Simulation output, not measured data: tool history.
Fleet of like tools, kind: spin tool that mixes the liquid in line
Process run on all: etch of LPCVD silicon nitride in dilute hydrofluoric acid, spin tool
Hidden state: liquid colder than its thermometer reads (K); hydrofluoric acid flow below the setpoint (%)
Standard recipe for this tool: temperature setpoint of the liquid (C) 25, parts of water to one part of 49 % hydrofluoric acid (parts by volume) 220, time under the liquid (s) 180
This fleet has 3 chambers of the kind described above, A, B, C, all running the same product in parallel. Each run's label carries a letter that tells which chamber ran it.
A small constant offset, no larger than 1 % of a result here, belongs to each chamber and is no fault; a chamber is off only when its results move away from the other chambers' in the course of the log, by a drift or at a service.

run,day,temperature setpoint of the liquid (C),parts of water to one part of 49 % hydrofluoric acid (parts by volume),time under the liquid (s),hours since the thermometer was replaced,hours since the hydrofluoric acid flow meter was replaced,"read-back film thickness of the LPCVD silicon nitride reference wafer, read on the same gauge (nm)",thickness taken off the LPCVD silicon nitride on a monitor wafer (nm)
1B,0.192,25,220,180,532.9,675.1,90.023,0.46502
2C,0.454,25,220,180,1840.7,820.3,89.985,0.42591
3A,0.617,25,220,180,324.2,310.8,90.003,0.44161
4B,0.825,25,220,180,548.1,690.3,90.007,0.45279
5C,1.067,25,220,180,1855.4,835.0,90.009,0.45306
6A,1.233,25,220,180,339.0,325.6,90.018,0.43897
7A,1.446,25,220,180,344.1,330.7,90.001,0.44579
8C,1.617,25,220,180,1868.6,848.2,89.975,0.46028
9B,1.800,25,220,180,571.5,713.7,90.052,0.43194
10B,2.000,25,220,180,576.3,718.5,89.979,0.44259
11C,2.250,25,220,180,1883.8,863.4,89.993,0.47424
12A,2.512,25,220,180,369.7,356.3,90.001,0.42128
13B,2.671,22,220,180,592.4,734.6,90.003,0.35141
14A,2.833,22,220,180,377.4,364.0,90.017,0.36701
15C,3.046,22,220,180,1902.9,882.5,90.035,0.38543
16A,3.267,25,220,180,387.8,374.4,90.028,0.42988
17C,3.504,25,320,180,1913.9,893.5,90.029,0.31788
18B,3.654,25,320,180,616.0,758.2,90.025,0.29133
19C,3.800,25,320,180,1921.0,900.6,89.996,0.30695
20B,4.033,25,220,180,625.1,767.3,90.014,0.40458
21A,4.167,25,220,180,409.4,396.0,89.973,0.40020
22C,4.371,25,220,180,1934.7,914.3,90.042,0.44086
23B,4.638,25,220,180,639.6,781.8,90.026,0.46270
24A,4.775,25,220,180,424.0,410.6,89.998,0.43759
25A,4.962,25,220,180,428.5,415.1,89.977,0.50178
26B,5.167,25,255,180,652.3,794.5,89.993,0.38054

The same settings go to every chamber for the next run, one line per chamber below. Forecast the results for each:
27A,5.358,29,220,180,,,,?
27B,5.358,29,220,180,,,,?
27C,5.358,29,220,180,,,,?

run,thickness taken off the LPCVD silicon nitride on a monitor wafer (nm)
27A,0.62356
27B,0.55654
27C,0.56200
